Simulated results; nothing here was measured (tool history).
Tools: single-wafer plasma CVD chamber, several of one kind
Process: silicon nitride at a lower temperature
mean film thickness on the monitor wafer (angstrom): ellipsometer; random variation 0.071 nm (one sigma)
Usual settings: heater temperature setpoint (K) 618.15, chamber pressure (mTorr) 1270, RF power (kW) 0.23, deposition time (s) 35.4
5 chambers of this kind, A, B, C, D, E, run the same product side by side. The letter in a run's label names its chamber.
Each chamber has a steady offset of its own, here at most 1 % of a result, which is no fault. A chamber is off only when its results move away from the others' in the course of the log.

run	day	heater temperature setpoint (K)	chamber pressure (mTorr)	RF power (kW)	deposition time (s)	hours since the last thermocouple change	hours since the last RF generator calibration	hours since the last manometer calibration	read-back reference wafer on the same gauge, thickness_nm	mean film thickness on the monitor wafer (angstrom)
1C	0.258	618.15	1270	0.23	35.4	1080.1	998.3	430.5	29.504	323.06
2E	0.492	618.15	1270	0.23	35.4	495.7	1921.8	1860.5	29.493	325.73
3D	1.012	618.15	1270	0.23	35.4	425.3	996.2	556.7	29.5	325.31
4A	1.538	618.15	1270	0.23	35.4	1995.8	149.5	653.9	29.494	322.85
5B	2.046	618.15	1270	0.23	35.4	621	1158.1	2214.9	29.498	320.2
# day 2.517: chamber B: capacitance manometer re-zeroed and calibrated
6C	2.562	618.15	1270	0.23	35.4	1135.4	1053.6	485.8	29.506	322.98
7D	2.85	618.15	1390	0.21	35.4	469.4	1040.3	600.8	29.509	312.86
8A	3.325	618.15	1390	0.21	35.4	2038.7	192.4	696.8	29.51	310.82
# day 3.4: chamber E: RF generator calibrated
9B	3.746	618.15	1390	0.21	35.4	661.8	1198.9	29.5	29.506	306.44
10E	4.221	618.15	1390	0.21	35.4	585.2	19.7	1950	29.511	313.54
11C	4.721	618.15	1390	0.21	35.4	1187.2	1105.4	537.6	29.508	308.88
12D	5	618.15	1270	0.23	35.4	521	1091.9	652.4	29.507	324.16
13B	5.279	618.15	1270	0.23	35.4	698.6	1235.7	66.3	29.505	321.29
14A	5.679	618.15	1270	0.23	35.4	2095.2	248.9	753.3	29.509	322.96
15E	6.167	618.15	1270	0.23	35.4	631.9	66.4	1996.7	29.505	327.04
16C	6.579	618.15	1270	0.23	35.4	1231.8	1150	582.2	29.5	323.01
17D	6.988	618.15	1270	0.23	35.4	568.7	1139.6	700.1	29.496	326.15
18E	7.317	618.15	1270	0.23	35.4	659.5	94	2024.3	29.514	325.65
19B	7.821	618.15	1270	0.23	35.4	759.6	1296.7	127.3	29.504	321.24
20A	8.217	618.15	1270	0.23	35.4	2156.1	309.8	814.2	29.499	321.06
21C	8.675	618.15	1270	0.23	35.4	1282.1	1200.3	632.5	29.49	322.46
22B	8.979	618.15	1270	0.23	35.4	787.4	1324.5	155.1	29.507	321.4
23E	9.5	618.15	1270	0.23	35.4	711.9	146.4	2076.7	29.498	326.94
24A	9.758	618.15	1270	0.23	35.4	2193.1	346.8	851.2	29.507	323.32
25D	10.15	618.15	1270	0.23	35.4	644.6	1215.5	776	29.505	325.79
26D	10.496	618.15	1270	0.23	35.4	652.9	1223.8	784.3	29.502	325.55
# day 10.725: chamber C: RF generator calibrated
27A	11.029	618.15	1270	0.23	35.4	2223.6	377.3	881.7	29.509	323.9
28E	11.288	618.15	1270	0.23	35.4	754.8	189.3	2119.6	29.502	326.72
29C	11.679	618.15	1270	0.23	33	1354.2	23	704.6	29.499	300.39
# day 11.817: chamber A: thermocouple changed; heater temperature recalibrated
30B	11.912	618.15	1270	0.23	33	857.8	1394.9	225.5	29.505	298.97
31D	12.358	618.15	1270	0.23	33	697.6	1268.5	829	29.51	303.27
32A	12.608	618.15	1270	0.23	33	19.1	415.2	919.6	29.495	301.06
33C	13.038	618.15	1270	0.23	33	1386.8	55.6	737.2	29.499	300.42
34B	13.292	618.15	1270	0.23	35.4	890.9	1428	258.6	29.505	321.1
35E	13.554	618.15	1270	0.23	35.4	809.2	243.7	2174	29.507	325.55
36A	13.888	609.15	1270	0.23	32.6	49.8	445.9	950.3	29.492	296.82
37D	14.288	609.15	1270	0.23	32.6	743.9	1314.8	875.3	29.497	301.77
38B	14.517	609.15	1270	0.23	32.6	920.3	1457.4	288	29.498	296.67
39C	14.875	609.15	1270	0.23	32.6	1430.9	99.7	781.3	29.503	297.49
40E	15.125	609.15	1270	0.23	32.6	846.9	281.4	2211.7	29.492	300.52
41D	15.475	618.15	1270	0.23	35.4	772.4	1343.3	903.8	29.502	326.13

What goes on in this fleet: one chamber off, a drifting gauge, or nothing beyond the chambers' own small offsets? Name the chamber and the cause, if any.

No chamber stands off beyond its own small offset, and the gauge holds steady.

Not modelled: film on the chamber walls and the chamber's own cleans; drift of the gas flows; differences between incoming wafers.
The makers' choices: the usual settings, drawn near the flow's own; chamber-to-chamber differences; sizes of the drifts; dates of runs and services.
